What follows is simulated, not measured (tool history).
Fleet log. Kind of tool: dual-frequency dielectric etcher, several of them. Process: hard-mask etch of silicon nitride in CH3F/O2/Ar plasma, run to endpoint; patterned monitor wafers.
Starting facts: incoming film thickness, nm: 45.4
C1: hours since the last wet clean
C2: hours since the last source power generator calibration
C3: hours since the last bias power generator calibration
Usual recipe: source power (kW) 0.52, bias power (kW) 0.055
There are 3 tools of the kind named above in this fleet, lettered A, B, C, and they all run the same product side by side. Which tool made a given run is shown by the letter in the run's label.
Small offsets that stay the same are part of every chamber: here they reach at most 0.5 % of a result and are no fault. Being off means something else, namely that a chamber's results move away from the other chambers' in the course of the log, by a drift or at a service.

{"run": "1C", "hour": 9.0, "source power (kW)": 0.52, "bias power (kW)": 0.055, "C1": 39.5, "C2": 2358.6, "C3": 612, "endpoint time (s)": 64.517}
{"run": "2B", "hour": 14.4, "source power (kW)": 0.52, "bias power (kW)": 0.055, "C1": 52.4, "C2": 2607.7, "C3": 2473.1, "endpoint time (s)": 65.219}
{"run": "3A", "hour": 21.3, "source power (kW)": 0.52, "bias power (kW)": 0.055, "C1": 304.3, "C2": 1455.8, "C3": 866.2, "endpoint time (s)": 65.566}
{"run": "4C", "hour": 28.9, "source power (kW)": 0.52, "bias power (kW)": 0.055, "C1": 59.4, "C2": 2378.5, "C3": 631.9, "endpoint time (s)": 65.4}
{"run": "5A", "hour": 34.1, "source power (kW)": 0.52, "bias power (kW)": 0.055, "C1": 317.1, "C2": 1468.6, "C3": 879, "endpoint time (s)": 64.284}
{"run": "6B", "hour": 42.9, "source power (kW)": 0.52, "bias power (kW)": 0.055, "C1": 80.9, "C2": 2636.2, "C3": 2501.6, "endpoint time (s)": 65.065}
{"run": "7C", "hour": 48.2, "source power (kW)": 0.52, "bias power (kW)": 0.055, "C1": 78.7, "C2": 2397.8, "C3": 651.2, "endpoint time (s)": 64.3}
{"run": "8B", "hour": 53.7, "source power (kW)": 0.52, "bias power (kW)": 0.055, "C1": 91.7, "C2": 2647, "C3": 2512.4, "endpoint time (s)": 64.579}
{"run": "9A", "hour": 59.1, "source power (kW)": 0.52, "bias power (kW)": 0.055, "C1": 342.1, "C2": 1493.6, "C3": 904, "endpoint time (s)": 63.949}
{"run": "10B", "hour": 64.4, "source power (kW)": 0.52, "bias power (kW)": 0.055, "C1": 102.4, "C2": 2657.7, "C3": 2523.1, "endpoint time (s)": 65.257}
{"run": "11A", "hour": 71.8, "source power (kW)": 0.44, "bias power (kW)": 0.059, "C1": 354.8, "C2": 1506.3, "C3": 916.7, "endpoint time (s)": 66.87}
{"run": "12C", "hour": 79.8, "source power (kW)": 0.44, "bias power (kW)": 0.059, "C1": 110.3, "C2": 2429.4, "C3": 682.8, "endpoint time (s)": 68.21}
{"run": "13C", "hour": 88.5, "source power (kW)": 0.44, "bias power (kW)": 0.059, "C1": 119, "C2": 2438.1, "C3": 691.5, "endpoint time (s)": 68.171}
{"run": "14B", "hour": 92.7, "source power (kW)": 0.52, "bias power (kW)": 0.055, "C1": 130.7, "C2": 2686, "C3": 2551.4, "endpoint time (s)": 64.939}
{"run": "15A", "hour": 99.2, "source power (kW)": 0.52, "bias power (kW)": 0.055, "C1": 382.2, "C2": 1533.7, "C3": 944.1, "endpoint time (s)": 65.005}
{"run": "16C", "hour": 107.5, "source power (kW)": 0.58, "bias power (kW)": 0.055, "C1": 138, "C2": 2457.1, "C3": 710.5, "endpoint time (s)": 62.15}
{"run": "17B", "hour": 112.6, "source power (kW)": 0.58, "bias power (kW)": 0.055, "C1": 150.6, "C2": 2705.9, "C3": 2571.3, "endpoint time (s)": 62.618}
{"hour": 112.8, "done": "chamber A: wet clean of the chamber"}
{"run": "18A", "hour": 118.2, "source power (kW)": 0.58, "bias power (kW)": 0.055, "C1": 5.5, "C2": 1552.7, "C3": 963.1, "endpoint time (s)": 62.053}
{"run": "19C", "hour": 122.5, "source power (kW)": 0.52, "bias power (kW)": 0.055, "C1": 153, "C2": 2472.1, "C3": 725.5, "endpoint time (s)": 64.938}
{"run": "20A", "hour": 129.3, "source power (kW)": 0.52, "bias power (kW)": 0.055, "C1": 16.6, "C2": 1563.8, "C3": 974.2, "endpoint time (s)": 64.877}
{"run": "21B", "hour": 137.2, "source power (kW)": 0.52, "bias power (kW)": 0.055, "C1": 175.2, "C2": 2730.5, "C3": 2595.9, "endpoint time (s)": 65.393}
{"run": "22B", "hour": 142.6, "source power (kW)": 0.52, "bias power (kW)": 0.055, "C1": 180.6, "C2": 2735.9, "C3": 2601.3, "endpoint time (s)": 64.705}
{"run": "23C", "hour": 147.7, "source power (kW)": 0.52, "bias power (kW)": 0.055, "C1": 178.2, "C2": 2497.3, "C3": 750.7, "endpoint time (s)": 65.288}
{"run": "24A", "hour": 151.8, "source power (kW)": 0.52, "bias power (kW)": 0.055, "C1": 39.1, "C2": 1586.3, "C3": 996.7, "endpoint time (s)": 64.661}
{"run": "25C", "hour": 156.6, "source power (kW)": 0.52, "bias power (kW)": 0.055, "C1": 187.1, "C2": 2506.2, "C3": 759.6, "endpoint time (s)": 64.79}
{"run": "26A", "hour": 161.5, "source power (kW)": 0.64, "bias power (kW)": 0.055, "C1": 48.8, "C2": 1596, "C3": 1006.4, "endpoint time (s)": 60.223}
{"run": "27B", "hour": 167.0, "source power (kW)": 0.64, "bias power (kW)": 0.055, "C1": 205, "C2": 2760.3, "C3": 2625.7, "endpoint time (s)": 59.901}
{"run": "28A", "hour": 174.0, "source power (kW)": 0.64, "bias power (kW)": 0.055, "C1": 61.3, "C2": 1608.5, "C3": 1018.9, "endpoint time (s)": 60.21}
{"run": "29C", "hour": 182.4, "source power (kW)": 0.52, "bias power (kW)": 0.055, "C1": 212.9, "C2": 2532, "C3": 785.4, "endpoint time (s)": 65.582}
{"run": "30B", "hour": 187.1, "source power (kW)": 0.52, "bias power (kW)": 0.055, "C1": 225.1, "C2": 2780.4, "C3": 2645.8, "endpoint time (s)": 65.919}
{"run": "31A", "hour": 195.9, "source power (kW)": 0.52, "bias power (kW)": 0.065, "C1": 83.2, "C2": 1630.4, "C3": 1040.8, "endpoint time (s)": 61.451}
{"hour": 201.3, "done": "chamber B: bias power generator calibrated"}
{"run": "32B", "hour": 204.3, "source power (kW)": 0.52, "bias power (kW)": 0.065, "C1": 242.3, "C2": 2797.6, "C3": 3.1, "endpoint time (s)": 61.994}
{"run": "33C", "hour": 210.7, "source power (kW)": 0.52, "bias power (kW)": 0.065, "C1": 241.2, "C2": 2560.3, "C3": 813.7, "endpoint time (s)": 61.594}
{"run": "34B", "hour": 214.7, "source power (kW)": 0.52, "bias power (kW)": 0.055, "C1": 252.7, "C2": 2808, "C3": 13.5, "endpoint time (s)": 65.081}
{"run": "35C", "hour": 219.0, "source power (kW)": 0.52, "bias power (kW)": 0.055, "C1": 249.5, "C2": 2568.6, "C3": 822, "endpoint time (s)": 65.352}
{"run": "36A", "hour": 224.5, "source power (kW)": 0.52, "bias power (kW)": 0.055, "C1": 111.8, "C2": 1659, "C3": 1069.4, "endpoint time (s)": 65.411}
{"run": "37B", "hour": 232.4, "source power (kW)": 0.52, "bias power (kW)": 0.055, "C1": 270.4, "C2": 2825.7, "C3": 31.2, "endpoint time (s)": 64.508}
{"run": "38A", "hour": 240.9, "source power (kW)": 0.52, "bias power (kW)": 0.055, "C1": 128.2, "C2": 1675.4, "C3": 1085.8, "endpoint time (s)": 64.219}
{"run": "39C", "hour": 248.3, "source power (kW)": 0.52, "bias power (kW)": 0.055, "C1": 278.8, "C2": 2597.9, "C3": 851.3, "endpoint time (s)": 64.919}
{"run": "40B", "hour": 256.6, "source power (kW)": 0.52, "bias power (kW)": 0.055, "C1": 294.6, "C2": 2849.9, "C3": 55.4, "endpoint time (s)": 65.339}
{"run": "41C", "hour": 263.2, "source power (kW)": 0.52, "bias power (kW)": 0.055, "C1": 293.7, "C2": 2612.8, "C3": 866.2, "endpoint time (s)": 64.163}
{"run": "42A", "hour": 268.8, "source power (kW)": 0.52, "bias power (kW)": 0.055, "C1": 156.1, "C2": 1703.3, "C3": 1113.7, "endpoint time (s)": 64.264}

Has any chamber moved away from the others, gradually or after a service, or does the common gauge drift, or do the chambers differ only by their own small steady offsets? State the chamber and the most likely cause if one applies.

Neither any chamber nor the gauge drifts; the chambers differ only by their own small, steady offsets.

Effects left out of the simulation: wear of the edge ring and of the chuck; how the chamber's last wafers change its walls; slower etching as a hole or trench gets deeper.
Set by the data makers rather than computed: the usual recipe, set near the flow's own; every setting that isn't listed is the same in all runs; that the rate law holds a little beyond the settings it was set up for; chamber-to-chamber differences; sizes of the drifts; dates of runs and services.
